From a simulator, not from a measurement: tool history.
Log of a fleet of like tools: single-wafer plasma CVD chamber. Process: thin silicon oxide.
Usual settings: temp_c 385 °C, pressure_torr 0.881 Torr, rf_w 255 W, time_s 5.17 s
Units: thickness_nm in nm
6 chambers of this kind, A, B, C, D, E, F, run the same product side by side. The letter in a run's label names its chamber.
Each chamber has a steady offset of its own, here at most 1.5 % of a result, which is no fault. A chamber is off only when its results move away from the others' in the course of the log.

| run | hour | temp_c | pressure_torr | rf_w | time_s | hours since the last thermocouple change | hours since the last RF generator calibration | hours since the last manometer calibration | read-back reference wafer on the same gauge, thickness_nm | thickness_nm |
|---|---|---|---|---|---|---|---|---|---|---|
| 1F | 13.4 | 385 | 0.881 | 255 | 5.17 | 1008.4 | 237.6 | 203.7 | 10.731 | 9.7442 |
| 2D | 27 | 385 | 0.881 | 255 | 5.17 | 1896.4 | 1444.5 | 704.9 | 10.721 | 9.8437 |
| 3A | 37.8 | 385 | 0.881 | 255 | 5.17 | 723.3 | 692.5 | 1446.4 | 10.712 | 9.6659 |
| 4B | 51.1 | 385 | 0.881 | 255 | 5.17 | 194.5 | 649.4 | 500.6 | 10.709 | 9.7075 |
| 5E | 63 | 385 | 0.881 | 255 | 5.17 | 2158.8 | 1455.8 | 1897.4 | 10.718 | 9.7316 |
|  | 69.7 | chamber C: thermocouple changed; heater temperature recalibrated |
| 6C | 74.6 | 385 | 0.881 | 255 | 5.17 | 5 | 799.3 | 2401.1 | 10.72 | 9.6916 |
| 7E | 86.1 | 385 | 0.881 | 255 | 5.17 | 2181.9 | 1478.9 | 1920.5 | 10.729 | 9.7289 |
| 8A | 97.5 | 385 | 0.881 | 255 | 5.17 | 783 | 752.2 | 1506.1 | 10.722 | 9.6363 |
| 9C | 103.6 | 385 | 0.881 | 255 | 5.17 | 34 | 828.3 | 2430.1 | 10.717 | 9.7332 |
| 10F | 113.7 | 377 | 0.881 | 255 | 5.82 | 1108.7 | 337.9 | 304 | 10.724 | 11.14 |
| 11B | 124.6 | 377 | 0.881 | 255 | 5.82 | 268 | 722.9 | 574.1 | 10.713 | 11.072 |
| 12D | 132 | 377 | 0.881 | 255 | 5.82 | 2001.4 | 1549.5 | 809.9 | 10.708 | 11.149 |
| 13B | 141 | 377 | 0.881 | 255 | 5.82 | 284.4 | 739.3 | 590.5 | 10.723 | 11.042 |
| 14D | 152.8 | 377 | 0.881 | 255 | 5.82 | 2022.2 | 1570.3 | 830.7 | 10.719 | 11.109 |
| 15F | 166.4 | 377 | 0.881 | 255 | 5.82 | 1161.4 | 390.6 | 356.7 | 10.729 | 11.081 |
| 16E | 174.4 | 385 | 0.881 | 255 | 5.17 | 2270.2 | 1567.2 | 2008.8 | 10.721 | 9.7328 |
|  | 181.4 | chamber C: capacitance manometer re-zeroed and calibrated |
| 17C | 184.6 | 385 | 0.881 | 255 | 5.17 | 115 | 909.3 | 3.3 | 10.715 | 10.245 |
| 18A | 194.8 | 385 | 0.881 | 255 | 5.17 | 880.3 | 849.5 | 1603.4 | 10.705 | 9.5546 |
| 19B | 207.9 | 385 | 0.881 | 255 | 5.17 | 351.3 | 806.2 | 657.4 | 10.707 | 9.7625 |
| 20A | 219.2 | 385 | 0.881 | 255 | 5.17 | 904.7 | 873.9 | 1627.8 | 10.725 | 9.5876 |
| 21E | 230.4 | 385 | 0.881 | 255 | 5.17 | 2326.2 | 1623.2 | 2064.8 | 10.726 | 9.695 |
| 22C | 243.6 | 385 | 0.881 | 255 | 5.17 | 174 | 968.3 | 62.3 | 10.714 | 10.388 |
| 23D | 252.8 | 385 | 0.881 | 255 | 5.17 | 2122.2 | 1670.3 | 930.7 | 10.728 | 9.8579 |
|  | 253.9 | chamber E: capacitance manometer re-zeroed and calibrated |
|  | 254.2 | chamber D: capacitance manometer re-zeroed and calibrated |
| 24F | 265.2 | 385 | 0.881 | 255 | 5.17 | 1260.2 | 489.4 | 455.5 | 10.713 | 9.8002 |
| 25D | 271.9 | 398 | 0.881 | 255 | 5.17 | 2141.3 | 1689.4 | 17.7 | 10.717 | 9.7483 |
| 26E | 285.2 | 398 | 0.881 | 255 | 5.17 | 2381 | 1678 | 31.4 | 10.718 | 9.6523 |
| 27F | 292.6 | 398 | 0.881 | 255 | 5.17 | 1287.6 | 516.8 | 482.9 | 10.711 | 9.6636 |
| 28C | 303.5 | 398 | 0.881 | 255 | 5.17 | 233.9 | 1028.2 | 122.2 | 10.722 | 10.273 |
| 29A | 317.1 | 398 | 0.881 | 255 | 5.17 | 1002.6 | 971.8 | 1725.7 | 10.718 | 9.5144 |
| 30B | 329.9 | 398 | 0.881 | 255 | 5.17 | 473.3 | 928.2 | 779.4 | 10.726 | 9.6506 |
|  | 332.3 | chamber A: capacitance manometer re-zeroed and calibrated |
|  | 340.4 | chamber E: thermocouple changed; heater temperature recalibrated |
| 31E | 341.1 | 385 | 0.881 | 255 | 5.17 | 0.7 | 1733.9 | 87.3 | 10.732 | 9.688 |
| 32C | 352.6 | 385 | 0.881 | 215 | 5.17 | 283 | 1077.3 | 171.3 | 10.715 | 9.4811 |
| 33D | 364.7 | 385 | 0.881 | 215 | 5.17 | 2234.1 | 1782.2 | 110.5 | 10.711 | 8.9604 |
| 34A | 376.3 | 385 | 0.881 | 215 | 5.17 | 1061.8 | 1031 | 44 | 10.712 | 8.8409 |
| 35F | 389.4 | 385 | 0.881 | 215 | 5.17 | 1384.4 | 613.6 | 579.7 | 10.712 | 8.9994 |
| 36B | 398.3 | 385 | 0.881 | 215 | 5.17 | 541.7 | 996.6 | 847.8 | 10.726 | 9.0052 |
| 37F | 407.4 | 385 | 0.881 | 215 | 5.17 | 1402.4 | 631.6 | 597.7 | 10.704 | 8.9451 |

All 6 chambers run these settings next. Forecast each chamber's results:
| 38A | 417.4 | 385 | 0.881 | 255 | 5.17 |  |  |  |  | ? |
| 38B | 417.4 | 385 | 0.881 | 255 | 5.17 |  |  |  |  | ? |
| 38C | 417.4 | 385 | 0.881 | 255 | 5.17 |  |  |  |  | ? |
| 38D | 417.4 | 385 | 0.881 | 255 | 5.17 |  |  |  |  | ? |
| 38E | 417.4 | 385 | 0.881 | 255 | 5.17 |  |  |  |  | ? |
| 38F | 417.4 | 385 | 0.881 | 255 | 5.17 |  |  |  |  | ? |

| run | thickness_nm |
|---|---|
| 38A | 9.6668 |
| 38B | 9.845 |
| 38C | 10.271 |
| 38D | 9.7455 |
| 38E | 9.8882 |
| 38F | 9.7475 |
